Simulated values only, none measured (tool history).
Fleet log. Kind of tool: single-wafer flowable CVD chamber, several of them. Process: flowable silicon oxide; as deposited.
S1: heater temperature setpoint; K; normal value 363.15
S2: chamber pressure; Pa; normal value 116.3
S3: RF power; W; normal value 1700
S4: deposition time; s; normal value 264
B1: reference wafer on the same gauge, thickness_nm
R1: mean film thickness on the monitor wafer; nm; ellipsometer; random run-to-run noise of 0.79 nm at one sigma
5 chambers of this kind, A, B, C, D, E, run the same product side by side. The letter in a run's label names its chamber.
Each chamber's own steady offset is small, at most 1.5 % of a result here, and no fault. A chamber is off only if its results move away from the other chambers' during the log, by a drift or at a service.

run,hour,S1,S2,S3,S4,B1,R1
1D,3.6,363.15,116.3,1700,264,195.85,242.99
2A,8.8,363.15,116.3,1700,264,195.93,240.68
3C,14.9,363.15,116.3,1700,264,196.12,240.62
4E,18.4,363.15,116.3,1700,264,195.81,240.65
5B,23.5,363.15,116.3,1700,264,195.88,235.8
6A,29.1,363.15,116.3,1850,244,195.93,228.73
7D,32.4,363.15,116.3,1850,244,196.01,229.03
8E,36.6,363.15,116.3,1850,244,196.02,226.88
9C,39.3,363.15,116.3,1850,244,195.96,226.37
10B,44.4,363.15,116.3,1850,244,195.98,224.09
11A,49.5,363.15,116.3,1700,264,196.11,240.68
12C,52.4,363.15,116.3,1700,264,196.03,240.04
13B,57.6,363.15,116.3,1700,264,195.95,237.82
14D,61.4,363.15,90.4,1700,215,195.81,141.86
15E,64.2,363.15,90.4,1700,215,195.98,140.4
16D,68.7,363.15,90.4,1700,215,196.16,142.55
17C,73.2,363.15,90.4,1700,215,196.02,138.26
18A,76,363.15,90.4,1700,215,196.17,141.34
19B,79.1,363.15,116.3,1700,264,195.76,237.69
20E,82.8,363.15,116.3,1700,264,195.92,241.13
# hour 83.3: chamber A: thermocouple changed; heater temperature recalibrated
21C,85.9,363.15,116.3,1700,264,196.08,239.9
22A,89.5,352.15,116.3,1820,264,196.08,329.92
23E,95.6,352.15,116.3,1820,264,195.88,339.91
# hour 95.7: chamber B: thermocouple changed; heater temperature recalibrated
24D,98.7,352.15,116.3,1820,264,196.02,341.78
25B,103,352.15,116.3,1820,264,196.08,332.54
26A,108.2,352.15,116.3,1820,264,195.99,326.78
27C,111.9,363.15,116.3,1700,264,196.05,240.68
28D,114.5,363.15,116.3,1700,264,196.06,241.61
29B,119.7,363.15,116.3,1700,264,196.08,236.87
30E,123,363.15,116.3,1700,264,195.95,240.28
31D,125.7,363.15,116.3,1700,264,195.79,242.57
32A,130.5,363.15,116.3,1405,264,195.98,216.15
33B,135.3,363.15,116.3,1405,264,195.84,221.55
34E,139.2,363.15,116.3,1405,264,196.21,226.31
35C,143.5,363.15,116.3,1405,264,195.99,225.83
36A,147.4,363.15,116.3,1405,264,195.83,216.45
37E,151.8,363.15,116.3,1700,264,196.03,240.89
38B,155,363.15,116.3,1700,264,196.05,237.02
39D,159.9,363.15,116.3,1700,264,196.1,243.42
40C,166,352.15,116.3,1700,264,195.85,330.94

Read the log: is a single chamber off, either drifting away or since a service, is the gauge that measures every chamber drifting, or is nothing wrong beyond small per-chamber offsets? Name any odd chamber and what most likely caused it.

Chamber A has stood off from the others ever since a service on it.
What lies behind it: wafer temperature above the value expected at the setpoint (K) = 1.27.

Below are 4 candidate recipes for chamber A's next run, each the usual settings with a change, their results shown as question marks. Which of them brings A's results back in line with what the other chambers give on the usual settings?
Allowed miss from the other chambers' usual-settings mean, per result, to count as in line: R1 2.7 nm
41A-1,170.5,363.15,118.7,1705,267,,?
41A-2,170.5,363.15,114.8,1695,264,,?
41A-3,170.5,363.15,117.3,1700,265,,?
41A-4,170.5,364.15,116.3,1695,263,,?

The mean the other chambers reach with the usual settings: R1 239.81 nm
run,R1
41A-1,239.88
41A-2,227.23
41A-3,234.67
41A-4,222.45
41A-1 is the one that brings the chamber's results back in line with the other chambers.
